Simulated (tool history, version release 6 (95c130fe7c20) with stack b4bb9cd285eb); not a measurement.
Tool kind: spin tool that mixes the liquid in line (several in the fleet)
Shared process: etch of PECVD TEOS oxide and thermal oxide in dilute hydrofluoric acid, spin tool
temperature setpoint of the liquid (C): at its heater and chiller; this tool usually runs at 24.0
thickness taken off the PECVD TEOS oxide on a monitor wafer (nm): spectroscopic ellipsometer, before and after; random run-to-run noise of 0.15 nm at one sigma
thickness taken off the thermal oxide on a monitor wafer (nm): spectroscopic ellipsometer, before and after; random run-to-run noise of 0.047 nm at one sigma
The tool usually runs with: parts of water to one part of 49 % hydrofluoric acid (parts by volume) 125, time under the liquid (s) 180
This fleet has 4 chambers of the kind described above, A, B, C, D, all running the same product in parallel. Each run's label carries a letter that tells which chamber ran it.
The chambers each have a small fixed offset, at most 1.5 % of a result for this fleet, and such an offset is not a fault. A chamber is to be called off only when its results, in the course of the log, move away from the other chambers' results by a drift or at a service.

run	hour	temperature setpoint of the liquid (C)	parts of water to one part of 49 % hydrofluoric acid (parts by volume)	time under the liquid (s)	hours since the thermometer was replaced	hours since the hydrofluoric acid flow meter was replaced	read-back film thickness of the PECVD TEOS oxide reference wafer, read on the same gauge (nm)	read-back film thickness of the thermal oxide reference wafer, read on the same gauge (nm)	thickness taken off the PECVD TEOS oxide on a monitor wafer (nm)	thickness taken off the thermal oxide on a monitor wafer (nm)
1B	9.1	24.0	125	180	42.3	156.7	110.02	29.974	15.401	6.6916
2D	17.5	24.0	125	180	1547.6	176.3	110.03	30.001	15.425	6.6773
3C	24.1	24.0	125	180	732.9	871.3	110.01	30.045	15.604	6.7312
# hour 34.9: chamber C: hydrofluoric acid flow meter replaced
4A	35.6	24.0	125	180	901.1	2227.0	109.99	30.026	15.168	6.5366
5D	41.7	24.0	125	180	1571.8	200.5	110.01	30.001	15.464	6.7517
# hour 42.2: chamber A: hydrofluoric acid flow meter replaced
6C	52.9	24.0	125	180	761.7	18.0	109.99	29.996	15.525	6.6962
7A	65.9	24.0	125	180	931.4	23.7	109.99	30.026	15.255	6.6339
8B	73.4	24.0	125	180	106.6	221.0	109.99	29.952	15.251	6.8118
9D	79.4	24.0	125	180	1609.5	238.2	109.98	30.016	15.348	6.7332
10A	89.0	24.0	125	180	954.5	46.8	110.00	29.963	15.286	6.6745
11C	96.2	21.5	75	180	805.0	61.3	110.03	30.007	24.902	10.4540
12B	107.9	21.5	75	180	141.1	255.5	110.01	30.022	24.611	10.6600
13A	118.6	21.5	75	180	984.1	76.4	109.98	30.001	24.896	10.5870
# hour 126.9: chamber D: thermometer replaced
14C	130.3	21.5	75	180	839.1	95.4	110.01	30.044	24.290	10.5820
15B	139.5	24.0	125	180	172.7	287.1	110.02	29.973	15.193	6.7707
16D	148.5	27.5	125	180	21.7	307.3	109.99	29.984	17.579	7.7200
17A	160.3	27.5	125	180	1025.8	118.1	110.05	29.999	17.877	7.6525
18B	171.9	27.5	125	180	205.1	319.5	109.98	30.030	17.603	7.6534
19D	178.1	27.5	125	180	51.3	336.9	110.00	30.032	17.602	7.6974
20C	188.0	24.0	125	180	896.8	153.1	110.02	30.028	15.208	6.6804
21A	195.2	20.0	95	180	1060.7	153.0	109.98	29.978	18.049	7.6781
22C	201.4	20.0	95	180	910.2	166.5	110.00	30.043	17.873	7.5934
23D	210.7	20.0	95	180	83.9	369.5	109.94	29.970	17.671	7.8804
24B	218.9	20.0	95	180	252.1	366.5	110.03	30.005	17.633	7.8192
25D	228.6	24.0	125	180	101.8	387.4	110.01	30.060	15.296	6.8010
26A	237.9	24.0	125	180	1103.4	195.7	109.98	30.015	15.238	6.6808
27B	250.7	24.0	125	180	283.9	398.3	110.02	30.053	15.322	6.8207
28C	257.9	24.0	125	180	966.7	223.0	110.00	30.032	15.553	6.5964
29A	270.2	24.0	125	180	1135.7	228.0	109.95	30.014	15.551	6.7075
30D	280.0	24.0	125	180	153.2	438.8	110.01	30.005	15.464	6.7836

Has any chamber moved away from the others, gradually or after a service, or does the common gauge drift, or do the chambers differ only by their own small steady offsets? State the chamber and the most likely cause if one applies.

No chamber is off and the gauge is stable; the differences are just each chamber's small, constant offset.

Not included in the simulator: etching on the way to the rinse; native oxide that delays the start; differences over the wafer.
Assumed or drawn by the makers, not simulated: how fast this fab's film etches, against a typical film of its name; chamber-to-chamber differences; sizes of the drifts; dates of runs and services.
